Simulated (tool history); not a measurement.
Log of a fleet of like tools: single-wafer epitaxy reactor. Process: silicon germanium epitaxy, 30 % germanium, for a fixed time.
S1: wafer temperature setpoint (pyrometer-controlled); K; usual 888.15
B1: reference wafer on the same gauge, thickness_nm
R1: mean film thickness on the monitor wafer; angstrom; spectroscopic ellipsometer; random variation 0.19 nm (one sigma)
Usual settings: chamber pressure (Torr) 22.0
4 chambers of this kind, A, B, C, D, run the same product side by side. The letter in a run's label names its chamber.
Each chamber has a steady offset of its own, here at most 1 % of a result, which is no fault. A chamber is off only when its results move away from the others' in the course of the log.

{"run": "1C", "hour": 13.8, "S1": 888.15, "chamber pressure (Torr)": 22.0, "B1": 93.927, "R1": 809.54}
{"hour": 20.2, "done": "chamber B: pyrometer calibrated"}
{"run": "2A", "hour": 23.6, "S1": 888.15, "chamber pressure (Torr)": 22.0, "B1": 93.831, "R1": 803.74}
{"run": "3B", "hour": 29.7, "S1": 888.15, "chamber pressure (Torr)": 22.0, "B1": 93.91, "R1": 801.95}
{"run": "4D", "hour": 36.1, "S1": 888.15, "chamber pressure (Torr)": 22.0, "B1": 93.894, "R1": 805.43}
{"run": "5A", "hour": 42.7, "S1": 898.15, "chamber pressure (Torr)": 20.4, "B1": 93.933, "R1": 930.55}
{"run": "6D", "hour": 49.1, "S1": 898.15, "chamber pressure (Torr)": 20.4, "B1": 93.935, "R1": 930.82}
{"run": "7C", "hour": 58.1, "S1": 898.15, "chamber pressure (Torr)": 20.4, "B1": 93.916, "R1": 938.31}
{"run": "8B", "hour": 66.4, "S1": 898.15, "chamber pressure (Torr)": 20.4, "B1": 93.907, "R1": 926.06}
{"run": "9C", "hour": 74.3, "S1": 888.15, "chamber pressure (Torr)": 22.0, "B1": 93.927, "R1": 805.23}
{"run": "10B", "hour": 87.1, "S1": 888.15, "chamber pressure (Torr)": 22.0, "B1": 93.876, "R1": 800.91}
{"run": "11A", "hour": 99.1, "S1": 888.15, "chamber pressure (Torr)": 22.0, "B1": 93.901, "R1": 798.99}
{"run": "12D", "hour": 110.8, "S1": 888.15, "chamber pressure (Torr)": 22.0, "B1": 93.902, "R1": 808.1}
{"hour": 115.7, "done": "chamber C: capacitance manometer re-zeroed and calibrated"}
{"run": "13C", "hour": 122.2, "S1": 888.15, "chamber pressure (Torr)": 22.0, "B1": 93.917, "R1": 803.53}
{"run": "14D", "hour": 134.3, "S1": 888.15, "chamber pressure (Torr)": 22.0, "B1": 93.846, "R1": 803.7}
{"run": "15B", "hour": 141.0, "S1": 888.15, "chamber pressure (Torr)": 22.0, "B1": 93.9, "R1": 801.27}
{"run": "16A", "hour": 151.5, "S1": 888.15, "chamber pressure (Torr)": 22.0, "B1": 93.866, "R1": 800.85}
{"run": "17B", "hour": 163.6, "S1": 888.15, "chamber pressure (Torr)": 22.0, "B1": 93.91, "R1": 800.15}
{"run": "18C", "hour": 176.6, "S1": 888.15, "chamber pressure (Torr)": 22.0, "B1": 93.905, "R1": 807.64}
{"run": "19D", "hour": 185.0, "S1": 888.15, "chamber pressure (Torr)": 22.0, "B1": 93.891, "R1": 806.7}
{"run": "20A", "hour": 198.3, "S1": 888.15, "chamber pressure (Torr)": 22.0, "B1": 93.88, "R1": 802.97}
{"run": "21B", "hour": 204.9, "S1": 888.15, "chamber pressure (Torr)": 22.0, "B1": 93.923, "R1": 800.91}
{"run": "22C", "hour": 218.4, "S1": 888.15, "chamber pressure (Torr)": 22.0, "B1": 93.901, "R1": 809.06}
{"run": "23D", "hour": 226.9, "S1": 888.15, "chamber pressure (Torr)": 22.0, "B1": 93.936, "R1": 807.1}
{"run": "24A", "hour": 237.6, "S1": 883.15, "chamber pressure (Torr)": 26.8, "B1": 93.92, "R1": 790.83}
{"hour": 246.4, "done": "chamber D: pyrometer calibrated"}
{"run": "25A", "hour": 250.0, "S1": 883.15, "chamber pressure (Torr)": 26.8, "B1": 93.967, "R1": 794.07}
{"run": "26B", "hour": 256.6, "S1": 883.15, "chamber pressure (Torr)": 26.8, "B1": 93.873, "R1": 798.04}
{"run": "27D", "hour": 269.0, "S1": 883.15, "chamber pressure (Torr)": 26.8, "B1": 93.952, "R1": 796.12}
{"run": "28C", "hour": 278.2, "S1": 888.15, "chamber pressure (Torr)": 22.0, "B1": 93.953, "R1": 812.68}
{"run": "29B", "hour": 284.7, "S1": 888.15, "chamber pressure (Torr)": 22.0, "B1": 93.9, "R1": 803.65}
{"run": "30C", "hour": 293.7, "S1": 888.15, "chamber pressure (Torr)": 22.0, "B1": 93.864, "R1": 812.77}
{"run": "31D", "hour": 306.2, "S1": 888.15, "chamber pressure (Torr)": 22.0, "B1": 93.938, "R1": 806.43}
{"run": "32A", "hour": 313.1, "S1": 896.15, "chamber pressure (Torr)": 17.6, "B1": 93.909, "R1": 845.58}
{"run": "33B", "hour": 323.7, "S1": 896.15, "chamber pressure (Torr)": 17.6, "B1": 93.93, "R1": 841.72}
{"run": "34C", "hour": 332.7, "S1": 896.15, "chamber pressure (Torr)": 17.6, "B1": 93.915, "R1": 862.37}
{"run": "35D", "hour": 346.0, "S1": 896.15, "chamber pressure (Torr)": 17.6, "B1": 93.925, "R1": 845.68}
{"run": "36A", "hour": 354.2, "S1": 888.15, "chamber pressure (Torr)": 22.0, "B1": 93.901, "R1": 801.42}
{"run": "37B", "hour": 363.4, "S1": 900.15, "chamber pressure (Torr)": 18.0, "B1": 93.922, "R1": 909.01}
{"run": "38D", "hour": 370.6, "S1": 900.15, "chamber pressure (Torr)": 18.0, "B1": 93.904, "R1": 915.35}
{"run": "39C", "hour": 376.7, "S1": 900.15, "chamber pressure (Torr)": 18.0, "B1": 93.901, "R1": 939.45}
{"run": "40A", "hour": 389.2, "S1": 900.15, "chamber pressure (Torr)": 18.0, "B1": 93.864, "R1": 913.7}
{"run": "41A", "hour": 398.2, "S1": 893.15, "chamber pressure (Torr)": 22.0, "B1": 93.903, "R1": 875.54}
{"run": "42D", "hour": 411.6, "S1": 893.15, "chamber pressure (Torr)": 22.0, "B1": 93.893, "R1": 879.29}

Next, every chamber runs the same settings. What will each give?
{"run": "43A", "hour": 421.7, "S1": 888.15, "chamber pressure (Torr)": 24.9, "R1": "?"}
{"run": "43B", "hour": 421.7, "S1": 888.15, "chamber pressure (Torr)": 24.9, "R1": "?"}
{"run": "43C", "hour": 421.7, "S1": 888.15, "chamber pressure (Torr)": 24.9, "R1": "?"}
{"run": "43D", "hour": 421.7, "S1": 888.15, "chamber pressure (Torr)": 24.9, "R1": "?"}

run=43A R1=838.12
run=43B R1=843.80
run=43C R1=867.97
run=43D R1=846.88

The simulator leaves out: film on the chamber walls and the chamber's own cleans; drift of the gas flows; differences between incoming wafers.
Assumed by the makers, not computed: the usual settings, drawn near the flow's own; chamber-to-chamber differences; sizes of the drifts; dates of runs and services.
